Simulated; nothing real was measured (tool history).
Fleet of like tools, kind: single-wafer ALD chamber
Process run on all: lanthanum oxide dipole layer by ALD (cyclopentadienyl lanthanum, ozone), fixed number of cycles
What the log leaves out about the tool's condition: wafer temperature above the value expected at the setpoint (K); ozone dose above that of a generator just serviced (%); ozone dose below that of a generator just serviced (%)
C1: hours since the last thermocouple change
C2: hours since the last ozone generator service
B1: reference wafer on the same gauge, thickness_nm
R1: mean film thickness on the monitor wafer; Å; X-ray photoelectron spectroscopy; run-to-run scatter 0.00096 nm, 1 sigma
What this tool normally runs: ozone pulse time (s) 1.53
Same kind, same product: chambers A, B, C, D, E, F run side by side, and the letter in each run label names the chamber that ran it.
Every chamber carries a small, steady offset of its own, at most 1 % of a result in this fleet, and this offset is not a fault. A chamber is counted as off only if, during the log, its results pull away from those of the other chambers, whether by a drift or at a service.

run 1B hour=8.4 | ozone_pulse_time_(s)=1.53 | C1=710.2 C2=756.9 | B1=0.63298 | R1=5.4841
run 2C hour=16.7 | ozone_pulse_time_(s)=1.53 | C1=148.1 C2=153.5 | B1=0.63316 | R1=5.5244
run 3E hour=26.0 | ozone_pulse_time_(s)=1.53 | C1=650.8 C2=131.0 | B1=0.63340 | R1=5.5032
run 4F hour=36.9 | ozone_pulse_time_(s)=1.53 | C1=314.1 C2=647.2 | B1=0.63324 | R1=5.5269
run 5D hour=52.7 | ozone_pulse_time_(s)=1.53 | C1=219.6 C2=1195.0 | B1=0.63343 | R1=5.5656
run 6A hour=63.6 | ozone_pulse_time_(s)=1.76 | C1=411.3 C2=407.0 | B1=0.63367 | R1=5.6013
run 7E hour=78.4 | ozone_pulse_time_(s)=1.76 | C1=703.2 C2=183.4 | B1=0.63357 | R1=5.5906
run 8F hour=88.4 | ozone_pulse_time_(s)=1.76 | C1=365.6 C2=698.7 | B1=0.63353 | R1=5.6189
run 9B hour=99.8 | ozone_pulse_time_(s)=1.76 | C1=801.6 C2=848.3 | B1=0.63389 | R1=5.5985
run 10C hour=111.5 | ozone_pulse_time_(s)=1.76 | C1=242.9 C2=248.3 | B1=0.63384 | R1=5.6255
run 11A hour=121.4 | ozone_pulse_time_(s)=1.76 | C1=469.1 C2=464.8 | B1=0.63394 | R1=5.6076
run 12D hour=136.2 | ozone_pulse_time_(s)=1.53 | C1=303.1 C2=1278.5 | B1=0.63405 | R1=5.5784
run 13F hour=147.2 | ozone_pulse_time_(s)=1.53 | C1=424.4 C2=757.5 | B1=0.63457 | R1=5.5168
run 14A hour=159.9 | ozone_pulse_time_(s)=1.53 | C1=507.6 C2=503.3 | B1=0.63427 | R1=5.5108
run 15E hour=171.6 | ozone_pulse_time_(s)=1.53 | C1=796.4 C2=276.6 | B1=0.63461 | R1=5.5084
run 16C hour=180.7 | ozone_pulse_time_(s)=1.53 | C1=312.1 C2=317.5 | B1=0.63434 | R1=5.5415
run 17B hour=196.4 | ozone_pulse_time_(s)=1.74 | C1=898.2 C2=944.9 | B1=0.63472 | R1=5.5848
run 18D hour=208.2 | ozone_pulse_time_(s)=1.74 | C1=375.1 C2=1350.5 | B1=0.63512 | R1=5.6640
run 19F hour=218.3 | ozone_pulse_time_(s)=1.74 | C1=495.5 C2=828.6 | B1=0.63539 | R1=5.6210
-- hour=219.1 chamber F: ozone generator serviced
run 20C hour=229.7 | ozone_pulse_time_(s)=1.74 | C1=361.1 C2=366.5 | B1=0.63494 | R1=5.6504
run 21D hour=243.3 | ozone_pulse_time_(s)=1.74 | C1=410.2 C2=1385.6 | B1=0.63474 | R1=5.6785
run 22E hour=256.4 | ozone_pulse_time_(s)=1.74 | C1=881.2 C2=361.4 | B1=0.63529 | R1=5.6095
run 23A hour=267.7 | ozone_pulse_time_(s)=1.53 | C1=615.4 C2=611.1 | B1=0.63525 | R1=5.5233
run 24B hour=283.4 | ozone_pulse_time_(s)=1.53 | C1=985.2 C2=1031.9 | B1=0.63560 | R1=5.5063
run 25A hour=293.5 | ozone_pulse_time_(s)=1.53 | C1=641.2 C2=636.9 | B1=0.63547 | R1=5.5279
run 26D hour=303.3 | ozone_pulse_time_(s)=1.53 | C1=470.2 C2=1445.6 | B1=0.63554 | R1=5.5811
run 27B hour=315.0 | ozone_pulse_time_(s)=1.53 | C1=1016.8 C2=1063.5 | B1=0.63568 | R1=5.5185
run 28F hour=325.4 | ozone_pulse_time_(s)=1.53 | C1=602.6 C2=106.3 | B1=0.63618 | R1=5.5163
run 29C hour=336.4 | ozone_pulse_time_(s)=1.53 | C1=467.8 C2=473.2 | B1=0.63595 | R1=5.5729
run 30E hour=343.2 | ozone_pulse_time_(s)=1.53 | C1=968.0 C2=448.2 | B1=0.63626 | R1=5.5217
-- hour=355.1 chamber A: ozone generator serviced
run 31E hour=355.5 | ozone_pulse_time_(s)=1.53 | C1=980.3 C2=460.5 | B1=0.63628 | R1=5.5244
run 32F hour=366.8 | ozone_pulse_time_(s)=1.97 | C1=644.0 C2=147.7 | B1=0.63632 | R1=5.6964
run 33B hour=377.5 | ozone_pulse_time_(s)=1.97 | C1=1079.3 C2=1126.0 | B1=0.63657 | R1=5.6687
run 34A hour=385.3 | ozone_pulse_time_(s)=1.97 | C1=733.0 C2=30.2 | B1=0.63643 | R1=5.6922
run 35D hour=396.8 | ozone_pulse_time_(s)=1.97 | C1=563.7 C2=1539.1 | B1=0.63646 | R1=5.7466
run 36C hour=411.6 | ozone_pulse_time_(s)=1.97 | C1=543.0 C2=548.4 | B1=0.63646 | R1=5.7346
run 37E hour=425.8 | ozone_pulse_time_(s)=1.97 | C1=1050.6 C2=530.8 | B1=0.63701 | R1=5.6792
run 38B hour=433.1 | ozone_pulse_time_(s)=1.53 | C1=1134.9 C2=1181.6 | B1=0.63668 | R1=5.5028
run 39F hour=444.8 | ozone_pulse_time_(s)=1.53 | C1=722.0 C2=225.7 | B1=0.63686 | R1=5.5436
run 40D hour=454.3 | ozone_pulse_time_(s)=1.53 | C1=621.2 C2=1596.6 | B1=0.63712 | R1=5.6117
run 41A hour=465.7 | ozone_pulse_time_(s)=1.53 | C1=813.4 C2=110.6 | B1=0.63709 | R1=5.5284
run 42C hour=478.8 | ozone_pulse_time_(s)=1.53 | C1=610.2 C2=615.6 | B1=0.63754 | R1=5.5684
run 43F hour=489.0 | ozone_pulse_time_(s)=1.53 | C1=766.2 C2=269.9 | B1=0.63726 | R1=5.5506
run 44A hour=498.3 | ozone_pulse_time_(s)=1.53 | C1=846.0 C2=143.2 | B1=0.63730 | R1=5.5441

What goes on in this fleet: one chamber off, a drifting gauge, or nothing beyond the chambers' own small offsets? Name the chamber and the cause, if any.

The shared gauge is drifting. All chambers look as if they move in step, but none is off.
What lies behind it: gauge reads high (%) = 0.712.

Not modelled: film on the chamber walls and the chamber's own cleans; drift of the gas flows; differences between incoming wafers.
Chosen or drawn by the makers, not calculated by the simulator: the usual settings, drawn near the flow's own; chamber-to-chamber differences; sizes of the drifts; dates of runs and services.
